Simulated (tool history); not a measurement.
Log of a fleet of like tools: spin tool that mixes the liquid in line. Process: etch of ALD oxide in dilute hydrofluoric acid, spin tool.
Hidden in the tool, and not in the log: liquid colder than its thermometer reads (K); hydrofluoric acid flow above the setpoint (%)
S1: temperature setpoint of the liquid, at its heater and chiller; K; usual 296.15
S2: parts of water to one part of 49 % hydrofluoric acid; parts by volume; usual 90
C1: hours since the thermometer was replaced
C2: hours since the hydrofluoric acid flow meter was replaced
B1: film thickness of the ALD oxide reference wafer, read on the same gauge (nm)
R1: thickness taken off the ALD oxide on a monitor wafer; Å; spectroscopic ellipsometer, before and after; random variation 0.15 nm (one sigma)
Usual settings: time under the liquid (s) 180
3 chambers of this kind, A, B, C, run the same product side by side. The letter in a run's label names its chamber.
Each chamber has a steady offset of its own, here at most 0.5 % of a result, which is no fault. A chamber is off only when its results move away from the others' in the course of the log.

Run 1C, hour 7.3: usual settings; C1 275.6; C2 484.2; B1 59.962. Result: R1 268.02 Å.
Run 2A, hour 20.5: usual settings; C1 425; C2 613.6; B1 60.004. Result: R1 266.35 Å.
Run 3B, hour 28.7: usual settings; C1 525.9; C2 670.7; B1 59.975. Result: R1 265.04 Å.
Run 4B, hour 37.9: usual settings; C1 535.1; C2 679.9; B1 60.021. Result: R1 264.09 Å.
Run 5A, hour 49.8: usual settings; C1 454.3; C2 642.9; B1 59.996. Result: R1 265.87 Å.
Run 6C, hour 64.6: usual settings; C1 332.9; C2 541.5; B1 60.047. Result: R1 264.57 Å.
Run 7C, hour 72.3: usual settings; C1 340.6; C2 549.2; B1 59.998. Result: R1 267.5 Å.
Run 8B, hour 87.2: usual settings; C1 584.4; C2 729.2; B1 59.98. Result: R1 266.11 Å.
Run 9A, hour 98.3: usual settings; C1 502.8; C2 691.4; B1 60.017. Result: R1 264.58 Å.
At hour 102.7: chamber A: hydrofluoric acid flow meter replaced.
Run 10B, hour 109.8: usual settings; C1 607; C2 751.8; B1 60.022. Result: R1 266.26 Å.
Run 11A, hour 119.8: usual settings; C1 524.3; C2 17.2; B1 59.993. Result: R1 263.53 Å.
Run 12C, hour 129.7: usual settings; C1 398; C2 606.6; B1 59.993. Result: R1 265.96 Å.
Run 13A, hour 138.8: usual settings; C1 543.3; C2 36.2; B1 59.968. Result: R1 265.85 Å.
Run 14B, hour 149.5: usual settings; C1 646.7; C2 791.5; B1 59.959. Result: R1 263.55 Å.
Run 15C, hour 161.5: usual settings; C1 429.8; C2 638.4; B1 59.929. Result: R1 267.28 Å.
Run 16A, hour 169.9: usual settings; C1 574.4; C2 67.3; B1 60.059. Result: R1 264.73 Å.
Run 17C, hour 179.9: usual settings; C1 448.2; C2 656.8; B1 60.021. Result: R1 264.67 Å.
Run 18B, hour 192.3: usual settings; C1 689.5; C2 834.3; B1 60.036. Result: R1 264.34 Å.
At hour 195.7: chamber A: thermometer replaced.
Run 19A, hour 199.4: usual settings; C1 3.8; C2 96.8; B1 59.954. Result: R1 266.69 Å.
Run 20B, hour 214.1: usual settings; C1 711.3; C2 856.1; B1 60.016. Result: R1 266.15 Å.
Run 21C, hour 221.1: usual settings; C1 489.4; C2 698; B1 59.975. Result: R1 267.03 Å.
Run 22B, hour 235.3: usual settings; C1 732.5; C2 877.3; B1 60.079. Result: R1 264.32 Å.
Run 23A, hour 250.2: usual settings; C1 54.6; C2 147.6; B1 60.031. Result: R1 267.87 Å.
Run 24C, hour 263.9: usual settings; C1 532.2; C2 740.8; B1 59.987. Result: R1 267.77 Å.
Run 25B, hour 278.8: usual settings; C1 776; C2 920.8; B1 59.98. Result: R1 265.62 Å.
Run 26A, hour 290.3: usual settings; C1 94.7; C2 187.7; B1 60. Result: R1 266.73 Å.
At hour 302.4: chamber C: hydrofluoric acid flow meter replaced.
Run 27C, hour 303.4: usual settings; C1 571.7; C2 1; B1 59.995. Result: R1 264.4 Å.
Run 28C, hour 314.6: usual settings; C1 582.9; C2 12.2; B1 60.018. Result: R1 265.29 Å.
Run 29B, hour 321.4: usual settings; C1 818.6; C2 963.4; B1 59.948. Result: R1 264.54 Å.
Run 30A, hour 331.2: usual settings; C1 135.6; C2 228.6; B1 59.997. Result: R1 265.32 Å.
Run 31C, hour 341.3: usual settings but S1 298.15 K, time under the liquid (s) 255; C1 609.6; C2 38.9; B1 60.014. Result: R1 408.45 Å.
Run 32B, hour 352.9: usual settings but S1 298.15 K, time under the liquid (s) 255; C1 850.1; C2 994.9; B1 59.998. Result: R1 406.71 Å.
Run 33A, hour 362.4: usual settings but S1 298.15 K, time under the liquid (s) 255; C1 166.8; C2 259.8; B1 60.033. Result: R1 406.86 Å.

All 3 chambers run these settings next. Forecast each chamber's results:
Run 34A, hour 373.2: usual settings but S2 50 parts by volume. Result: R1 ?.
Run 34B, hour 373.2: usual settings but S2 50 parts by volume. Result: R1 ?.
Run 34C, hour 373.2: usual settings but S2 50 parts by volume. Result: R1 ?.

run      R1
34A  494.91
34B  502.32
34C  506.42
